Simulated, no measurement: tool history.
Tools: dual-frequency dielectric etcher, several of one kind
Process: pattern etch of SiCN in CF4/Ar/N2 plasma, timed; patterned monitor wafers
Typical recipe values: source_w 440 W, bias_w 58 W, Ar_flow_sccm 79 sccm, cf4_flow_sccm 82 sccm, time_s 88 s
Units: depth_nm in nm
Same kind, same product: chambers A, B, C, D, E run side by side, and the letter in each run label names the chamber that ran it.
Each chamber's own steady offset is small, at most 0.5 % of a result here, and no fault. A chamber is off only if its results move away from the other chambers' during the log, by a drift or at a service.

run,day,source_w,bias_w,Ar_flow_sccm,cf4_flow_sccm,time_s,"read-back reference wafer on the same gauge, depth_nm",depth_nm
1E,0.196,440,58,79,82,88,74.213,73.218
2B,0.429,440,58,79,82,88,74.183,73.111
3A,0.633,440,58,79,82,88,74.214,72.708
4C,0.912,440,58,79,82,88,74.215,72.938
5D,1.133,440,58,79,82,88,74.214,73.706
6B,1.421,440,58,79,82,88,74.200,73.200
7A,1.850,440,58,79,82,88,74.209,73.040
8D,2.083,440,58,79,82,88,74.240,73.253
9C,2.538,440,58,79,82,88,74.199,73.008
10E,2.788,440,58,79,82,88,74.188,73.006
11B,3.046,440,58,79,82,88,74.213,73.079
12D,3.321,440,58,79,82,88,74.201,73.208
13A,3.550,440,58,79,82,88,74.165,73.078
14E,3.758,440,58,79,82,88,74.197,73.225
# day 4.021: chamber E: wet clean of the chamber
15C,4.042,540,58,70,82,88,74.195,89.776
16D,4.296,540,58,70,82,88,74.225,89.770
17C,4.521,540,58,70,82,88,74.173,89.309
# day 4.608: chamber A: wet clean of the chamber
18B,4.888,540,58,70,82,88,74.206,88.832
19A,5.254,540,58,70,82,88,74.182,89.211
20E,5.546,440,58,79,82,88,74.173,71.799
21E,5.921,440,58,79,82,88,74.221,72.002
22B,6.308,440,58,79,82,88,74.164,73.219
# day 6.346: chamber C: wet clean of the chamber
23C,6.654,440,58,79,82,88,74.144,72.975
24D,6.967,440,58,79,82,88,74.211,73.328
25A,7.283,440,58,79,82,88,74.212,73.012
26A,7.588,370,58,62,82,88,74.223,64.900
# day 7.908: chamber B: wet clean of the chamber
27B,7.929,370,58,62,82,88,74.224,65.071
28C,8.146,370,58,62,82,88,74.182,64.432
29D,8.446,370,58,62,82,88,74.203,65.134
30E,8.875,370,58,62,82,88,74.184,63.307
31E,9.121,440,58,79,82,88,74.206,71.720
32C,9.538,440,58,79,82,88,74.193,73.071
33D,9.875,440,58,79,82,88,74.201,73.730
34B,10.300,440,58,79,82,88,74.198,73.468
35A,10.562,440,58,79,70,88,74.193,71.647
36C,10.762,440,58,79,70,88,74.212,71.764

Next, every chamber runs the same settings. What will each give?
37A,11.092,440,58,79,82,63,,?
37B,11.092,440,58,79,82,63,,?
37C,11.092,440,58,79,82,63,,?
37D,11.092,440,58,79,82,63,,?
37E,11.092,440,58,79,82,63,,?

run,depth_nm
37A,52.323
37B,52.556
37C,52.439
37D,52.514
37E,51.415
